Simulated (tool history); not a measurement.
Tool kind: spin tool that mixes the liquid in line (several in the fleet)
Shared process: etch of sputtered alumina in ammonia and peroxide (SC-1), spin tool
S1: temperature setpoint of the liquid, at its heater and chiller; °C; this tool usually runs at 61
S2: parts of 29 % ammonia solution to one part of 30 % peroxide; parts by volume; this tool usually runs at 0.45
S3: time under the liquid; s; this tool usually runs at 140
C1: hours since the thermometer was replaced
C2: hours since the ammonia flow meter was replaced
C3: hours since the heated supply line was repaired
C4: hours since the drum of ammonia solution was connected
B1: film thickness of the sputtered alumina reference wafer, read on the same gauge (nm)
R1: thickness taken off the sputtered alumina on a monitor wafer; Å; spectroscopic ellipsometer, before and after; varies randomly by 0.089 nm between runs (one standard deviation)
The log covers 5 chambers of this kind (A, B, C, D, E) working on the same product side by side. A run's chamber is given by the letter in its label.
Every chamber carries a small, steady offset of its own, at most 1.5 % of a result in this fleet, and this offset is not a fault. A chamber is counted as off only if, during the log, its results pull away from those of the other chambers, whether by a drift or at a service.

{"run": "1C", "day": 0.262, "S1": 61, "S2": 0.45, "S3": 140, "C1": 829.3, "C2": 903.2, "C3": 2244.5, "C4": 293.6, "B1": 29.988, "R1": 115.45}
{"day": 0.325, "done": "chamber A: heated supply line repaired"}
{"run": "2D", "day": 0.504, "S1": 61, "S2": 0.45, "S3": 140, "C1": 1628.5, "C2": 223.2, "C3": 3327.7, "C4": 916.5, "B1": 30.011, "R1": 114.86}
{"run": "3E", "day": 0.725, "S1": 61, "S2": 0.45, "S3": 140, "C1": 1753.6, "C2": 123.8, "C3": 1854.2, "C4": 470.1, "B1": 29.994, "R1": 114.5}
{"run": "4B", "day": 0.971, "S1": 61, "S2": 0.45, "S3": 140, "C1": 684.2, "C2": 1266.0, "C3": 1278.9, "C4": 448.8, "B1": 30.001, "R1": 116.21}
{"run": "5A", "day": 1.133, "S1": 61, "S2": 0.45, "S3": 140, "C1": 1232.9, "C2": 151.2, "C3": 19.5, "C4": 917.6, "B1": 30.016, "R1": 116.1}
{"run": "6D", "day": 1.4, "S1": 61, "S2": 0.45, "S3": 140, "C1": 1650.0, "C2": 244.7, "C3": 3349.2, "C4": 938.0, "B1": 29.984, "R1": 112.8}
{"run": "7C", "day": 1.571, "S1": 61, "S2": 0.45, "S3": 140, "C1": 860.7, "C2": 934.6, "C3": 2275.9, "C4": 325.0, "B1": 29.994, "R1": 117.07}
{"run": "8B", "day": 1.796, "S1": 61, "S2": 0.45, "S3": 140, "C1": 704.0, "C2": 1285.8, "C3": 1298.7, "C4": 468.6, "B1": 30.0, "R1": 115.53}
{"run": "9A", "day": 2.004, "S1": 61, "S2": 0.45, "S3": 140, "C1": 1253.8, "C2": 172.1, "C3": 40.4, "C4": 938.5, "B1": 29.992, "R1": 115.15}
{"run": "10E", "day": 2.167, "S1": 61, "S2": 0.65, "S3": 170, "C1": 1788.2, "C2": 158.4, "C3": 1888.8, "C4": 504.7, "B1": 30.009, "R1": 141.05}
{"run": "11E", "day": 2.492, "S1": 61, "S2": 0.65, "S3": 170, "C1": 1796.0, "C2": 166.2, "C3": 1896.6, "C4": 512.5, "B1": 29.995, "R1": 143.08}
{"run": "12A", "day": 2.771, "S1": 61, "S2": 0.65, "S3": 170, "C1": 1272.2, "C2": 190.5, "C3": 58.8, "C4": 956.9, "B1": 30.0, "R1": 144.93}
{"run": "13D", "day": 3.033, "S1": 61, "S2": 0.65, "S3": 170, "C1": 1689.2, "C2": 283.9, "C3": 3388.4, "C4": 977.2, "B1": 30.009, "R1": 144.69}
{"run": "14B", "day": 3.35, "S1": 61, "S2": 0.65, "S3": 170, "C1": 741.3, "C2": 1323.1, "C3": 1336.0, "C4": 505.9, "B1": 30.003, "R1": 147.08}
{"run": "15C", "day": 3.662, "S1": 61, "S2": 0.45, "S3": 140, "C1": 910.9, "C2": 984.8, "C3": 2326.1, "C4": 375.2, "B1": 30.004, "R1": 115.99}
{"day": 3.683, "done": "chamber A: thermometer replaced"}
{"run": "16D", "day": 3.833, "S1": 61, "S2": 0.45, "S3": 140, "C1": 1708.4, "C2": 303.1, "C3": 3407.6, "C4": 996.4, "B1": 30.004, "R1": 114.82}
{"run": "17B", "day": 4.067, "S1": 61, "S2": 0.45, "S3": 140, "C1": 758.5, "C2": 1340.3, "C3": 1353.2, "C4": 523.1, "B1": 29.988, "R1": 115.6}
{"run": "18C", "day": 4.246, "S1": 61, "S2": 0.45, "S3": 140, "C1": 924.9, "C2": 998.8, "C3": 2340.1, "C4": 389.2, "B1": 29.992, "R1": 115.9}
{"run": "19A", "day": 4.454, "S1": 61, "S2": 0.45, "S3": 140, "C1": 18.5, "C2": 230.9, "C3": 99.2, "C4": 997.3, "B1": 29.987, "R1": 114.82}
{"run": "20E", "day": 4.646, "S1": 61, "S2": 0.45, "S3": 140, "C1": 1847.7, "C2": 217.9, "C3": 1948.3, "C4": 564.2, "B1": 29.999, "R1": 114.53}
{"run": "21E", "day": 4.967, "S1": 61, "S2": 0.45, "S3": 140, "C1": 1855.4, "C2": 225.6, "C3": 1956.0, "C4": 571.9, "B1": 30.016, "R1": 112.21}
{"run": "22D", "day": 5.238, "S1": 61, "S2": 0.45, "S3": 140, "C1": 1742.1, "C2": 336.8, "C3": 3441.3, "C4": 1030.1, "B1": 30.007, "R1": 115.37}
{"run": "23C", "day": 5.462, "S1": 61, "S2": 0.45, "S3": 140, "C1": 954.1, "C2": 1028.0, "C3": 2369.3, "C4": 418.4, "B1": 29.989, "R1": 116.44}
{"run": "24A", "day": 5.629, "S1": 61, "S2": 0.45, "S3": 140, "C1": 46.7, "C2": 259.1, "C3": 127.4, "C4": 1025.5, "B1": 29.98, "R1": 113.99}
{"day": 5.646, "done": "chamber D: new drum of ammonia solution connected"}
{"run": "25B", "day": 5.846, "S1": 61, "S2": 0.45, "S3": 140, "C1": 801.2, "C2": 1383.0, "C3": 1395.9, "C4": 565.8, "B1": 29.993, "R1": 115.55}
{"run": "26C", "day": 6.104, "S1": 61, "S2": 0.45, "S3": 140, "C1": 969.5, "C2": 1043.4, "C3": 2384.7, "C4": 433.8, "B1": 29.993, "R1": 115.87}
{"run": "27A", "day": 6.417, "S1": 61, "S2": 0.45, "S3": 140, "C1": 65.6, "C2": 278.0, "C3": 146.3, "C4": 1044.4, "B1": 30.008, "R1": 115.19}
{"run": "28B", "day": 6.712, "S1": 61, "S2": 0.45, "S3": 140, "C1": 822.0, "C2": 1403.8, "C3": 1416.7, "C4": 586.6, "B1": 30.006, "R1": 116.62}
{"run": "29E", "day": 6.938, "S1": 61, "S2": 0.45, "S3": 140, "C1": 1902.7, "C2": 272.9, "C3": 2003.3, "C4": 619.2, "B1": 30.01, "R1": 114.17}
{"run": "30D", "day": 7.258, "S1": 61, "S2": 0.45, "S3": 140, "C1": 1790.6, "C2": 385.3, "C3": 3489.8, "C4": 38.8, "B1": 30.01, "R1": 115.28}
{"run": "31B", "day": 7.588, "S1": 61, "S2": 0.45, "S3": 140, "C1": 843.0, "C2": 1424.8, "C3": 1437.7, "C4": 607.6, "B1": 29.989, "R1": 117.18}
{"run": "32A", "day": 7.808, "S1": 61, "S2": 0.45, "S3": 140, "C1": 99.0, "C2": 311.4, "C3": 179.7, "C4": 1077.8, "B1": 30.005, "R1": 113.78}
{"run": "33C", "day": 7.954, "S1": 61, "S2": 0.45, "S3": 140, "C1": 1013.9, "C2": 1087.8, "C3": 2429.1, "C4": 478.2, "B1": 29.995, "R1": 115.21}
{"run": "34D", "day": 8.196, "S1": 61, "S2": 0.45, "S3": 140, "C1": 1813.1, "C2": 407.8, "C3": 3512.3, "C4": 61.3, "B1": 29.982, "R1": 113.28}
{"run": "35E", "day": 8.383, "S1": 61, "S2": 0.45, "S3": 140, "C1": 1937.4, "C2": 307.6, "C3": 2038.0, "C4": 653.9, "B1": 30.004, "R1": 113.18}
{"run": "36D", "day": 8.646, "S1": 61, "S2": 0.45, "S3": 140, "C1": 1823.9, "C2": 418.6, "C3": 3523.1, "C4": 72.1, "B1": 29.977, "R1": 114.23}
{"run": "37E", "day": 8.938, "S1": 61, "S2": 0.45, "S3": 140, "C1": 1950.7, "C2": 320.9, "C3": 2051.3, "C4": 667.2, "B1": 30.019, "R1": 113.63}
{"day": 8.988, "done": "chamber A: new drum of ammonia solution connected"}
{"run": "38A", "day": 9.254, "S1": 66, "S2": 0.45, "S3": 175, "C1": 133.7, "C2": 346.1, "C3": 214.4, "C4": 6.5, "B1": 29.998, "R1": 185.12}
{"run": "39B", "day": 9.408, "S1": 66, "S2": 0.45, "S3": 175, "C1": 886.7, "C2": 1468.5, "C3": 1481.4, "C4": 651.3, "B1": 29.996, "R1": 188.58}

All chambers now run identical settings, listed one chamber a line with results as question marks. What results will each chamber show?
{"run": "40A", "day": 9.654, "S1": 61, "S2": 0.45, "S3": 140, "R1": "?"}
{"run": "40B", "day": 9.654, "S1": 61, "S2": 0.45, "S3": 140, "R1": "?"}
{"run": "40C", "day": 9.654, "S1": 61, "S2": 0.45, "S3": 140, "R1": "?"}
{"run": "40D", "day": 9.654, "S1": 61, "S2": 0.45, "S3": 140, "R1": "?"}
{"run": "40E", "day": 9.654, "S1": 61, "S2": 0.45, "S3": 140, "R1": "?"}

run=40A R1=115.53
run=40B R1=118.49
run=40C R1=118.32
run=40D R1=113.49
run=40E R1=115.76

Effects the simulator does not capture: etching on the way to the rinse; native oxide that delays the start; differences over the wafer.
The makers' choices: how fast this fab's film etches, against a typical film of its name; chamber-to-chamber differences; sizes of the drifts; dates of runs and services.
